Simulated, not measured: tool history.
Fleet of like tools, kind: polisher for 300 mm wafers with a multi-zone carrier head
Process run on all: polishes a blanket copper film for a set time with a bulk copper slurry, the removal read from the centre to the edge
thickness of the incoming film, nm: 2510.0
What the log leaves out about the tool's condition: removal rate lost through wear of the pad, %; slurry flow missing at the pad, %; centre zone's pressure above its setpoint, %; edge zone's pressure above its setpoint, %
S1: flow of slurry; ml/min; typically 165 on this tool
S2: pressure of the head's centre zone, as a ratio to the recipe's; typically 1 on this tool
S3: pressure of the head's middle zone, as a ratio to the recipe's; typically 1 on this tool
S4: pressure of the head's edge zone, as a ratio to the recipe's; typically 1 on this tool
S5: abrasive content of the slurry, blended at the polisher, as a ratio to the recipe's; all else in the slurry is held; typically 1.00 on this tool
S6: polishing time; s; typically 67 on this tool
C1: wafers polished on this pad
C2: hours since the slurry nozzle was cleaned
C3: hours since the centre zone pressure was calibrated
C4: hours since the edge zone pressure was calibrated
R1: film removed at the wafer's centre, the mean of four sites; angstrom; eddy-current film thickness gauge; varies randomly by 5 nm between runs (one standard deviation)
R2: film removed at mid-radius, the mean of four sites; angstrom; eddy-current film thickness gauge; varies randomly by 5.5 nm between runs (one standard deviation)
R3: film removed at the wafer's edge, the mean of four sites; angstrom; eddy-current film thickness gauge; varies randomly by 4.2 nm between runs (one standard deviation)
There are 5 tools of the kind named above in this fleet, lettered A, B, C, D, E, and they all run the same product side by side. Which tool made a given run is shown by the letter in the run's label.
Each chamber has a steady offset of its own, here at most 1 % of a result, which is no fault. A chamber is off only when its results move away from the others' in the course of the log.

run,hour,S1,S2,S3,S4,S5,S6,C1,C2,C3,C4,R1,R2,R3
1B,7.6,165,1,1,1,1.00,67,935,370.5,452.7,225.2,4510.5,4570.6,4558.0
# hour 9.3: chamber B: worn pad replaced by a new one
# hour 16.2: chamber A: worn pad replaced by a new one
2C,20.5,165,1,1,1,1.00,67,436,256.4,345.7,111.7,4515.4,4372.7,4419.7
3E,32.3,165,1,1,1,1.00,67,977,215.9,212.7,318.1,4549.0,4410.6,4509.1
4A,40.4,165,1,1,1,1.00,67,351,44.5,271.3,191.3,4446.1,4610.0,4452.9
# hour 46.8: chamber C: worn pad replaced by a new one
5D,47.0,165,1,1,1,1.00,67,1015,206.9,60.5,685.8,4583.4,4499.9,4536.4
# hour 52.2: chamber D: worn pad replaced by a new one
6D,60.6,165,1,1,1,1.00,67,121,220.5,74.1,699.4,4475.9,4495.1,4535.7
7C,68.4,165,1,1,1,1.00,67,313,304.3,393.6,159.6,4591.3,4452.5,4569.7
# hour 72.1: chamber A: worn pad replaced by a new one
# hour 72.7: chamber B: worn pad replaced by a new one
8B,79.5,205,1,1,1,1.00,55,99,442.4,524.6,297.1,3849.5,3862.5,3864.5
9E,92.7,205,1,1,1,1.00,55,1851,276.3,273.1,378.5,3803.4,3779.4,3776.5
10A,101.1,205,1,1,1,1.00,55,420,105.2,332.0,252.0,3746.1,3787.4,3727.7
# hour 106.7: chamber E: centre zone pressure recalibrated
# hour 108.5: chamber C: worn pad replaced by a new one
11A,113.0,205,1,1,1,1.00,55,592,117.1,343.9,263.9,3825.9,3729.8,3741.7
12C,122.1,205,1,1,1,1.00,55,197,358.0,447.3,213.3,3822.4,3717.5,3810.4
# hour 129.0: chamber D: worn pad replaced by a new one
# hour 129.7: chamber B: worn pad replaced by a new one
13E,133.7,165,1,1,1,1.00,67,2444,317.3,27.0,419.5,4363.7,4407.4,4476.2
# hour 133.8: chamber D: slurry nozzle cleaned
# hour 137.7: chamber A: worn pad replaced by a new one
14D,142.6,165,1,1,1,1.00,67,197,8.9,156.1,781.4,4473.3,4415.3,4504.8
15B,150.9,165,1,1,1,1.00,67,307,513.8,596.0,368.5,4375.8,4455.7,4553.9
# hour 152.8: chamber D: edge zone pressure recalibrated
16C,159.7,165,1,1,1,1.00,67,741,395.6,484.9,250.9,4436.8,4481.9,4447.4
# hour 164.5: chamber C: worn pad replaced by a new one
17B,166.9,165,1,1,1,1.00,67,539,529.8,612.0,384.5,4378.9,4574.5,4593.5
18A,179.9,165,1,1,1,1.00,67,611,184.0,410.8,330.8,4412.7,4510.1,4441.6
# hour 184.9: chamber B: worn pad replaced by a new one
# hour 193.0: chamber D: worn pad replaced by a new one
19D,193.3,165,1,1,1,1.00,67,5,59.6,206.8,40.5,4486.6,4516.9,4604.0
20E,200.8,165,1,1,1,1.00,67,3415,384.4,94.1,486.6,4389.0,4329.8,4402.5
# hour 203.9: chamber A: worn pad replaced by a new one
# hour 210.6: chamber A: centre zone pressure recalibrated
21C,215.0,165,1,1,1,1.00,67,732,450.9,540.2,306.2,4526.9,4426.0,4505.9
22B,226.4,165,1,1,1,1.00,67,601,589.3,671.5,444.0,4450.8,4450.8,4540.5
# hour 231.5: chamber C: centre zone pressure recalibrated
# hour 233.8: chamber C: worn pad replaced by a new one
23A,235.1,165,1,1,1,1.00,67,452,239.2,24.5,386.0,4487.2,4555.6,4381.4
24D,245.4,165,1,1,1,1.00,67,759,111.7,258.9,92.6,4459.8,4400.4,4465.1
# hour 255.0: chamber B: worn pad replaced by a new one
25E,257.5,165,1,1,1,1.00,67,4236,441.1,150.8,543.3,4341.9,4278.3,4229.8
# hour 258.4: chamber A: slurry nozzle cleaned
# hour 260.4: chamber A: worn pad replaced by a new one
# hour 261.3: chamber D: worn pad replaced by a new one
26B,267.0,165,1,1,1,1.00,67,174,629.9,712.1,484.6,4536.5,4456.0,4590.9
27C,274.3,165,1,1,1,1.00,67,587,510.2,42.9,365.5,4508.0,4387.3,4462.3
# hour 275.7: chamber A: edge zone pressure recalibrated
# hour 283.4: chamber B: slurry nozzle cleaned
28A,283.7,165,1,1,1,1.00,67,338,25.4,73.1,8.0,4539.1,4482.2,4492.3
29D,293.7,165,1,1,1,0.80,67,469,160.0,307.2,140.9,4233.1,4249.7,4393.6
30E,306.7,165,1,1,1,0.80,67,4947,490.3,200.0,592.5,3934.4,3951.6,4014.1
31B,321.9,165,1,1,1,0.80,67,969,38.6,767.0,539.5,4239.3,4247.3,4310.4

What goes on in this fleet: one chamber off, a drifting gauge, or nothing beyond the chambers' own small offsets? Name the chamber and the cause, if any.

Little by little, chamber E moves away from the other chambers.
Likeliest cause: removal rate lost through wear of the pad, % = 6.69.
The log may not separate it from: slurry flow missing at the pad, %.

Chamber E could run next with any of the 4 candidate recipes listed below; each alters the usual settings, and their results appear as question marks. Which one brings its results back in line with what the other chambers deliver on the usual settings?
Maximum distance from the other chambers' mean on the usual settings for a result to count as in line: R1 170.0 angstrom; R2 190.0 angstrom; R3 150.0 angstrom
32E-1,332.7,170,1,1.00,1.01,1.00,76,,,,,?,?,?
32E-2,332.7,165,1,1.00,1.01,1.00,72,,,,,?,?,?
32E-3,332.7,160,1,1.01,0.99,1.00,59,,,,,?,?,?
32E-4,332.7,165,1,1.00,0.99,1.00,62,,,,,?,?,?

What the other chambers average on the usual settings: R1 4479.3 angstrom; R2 4467.5 angstrom; R3 4494.9 angstrom
run,R1,R2,R3
32E-1,4775.1,4773.8,4784.9
32E-2,4497.8,4499.4,4516.3
32E-3,3663.4,3700.3,3646.9
32E-4,3873.1,3874.6,3848.0
The right change is 32E-2: it brings the chamber back within the allowed miss of the others.
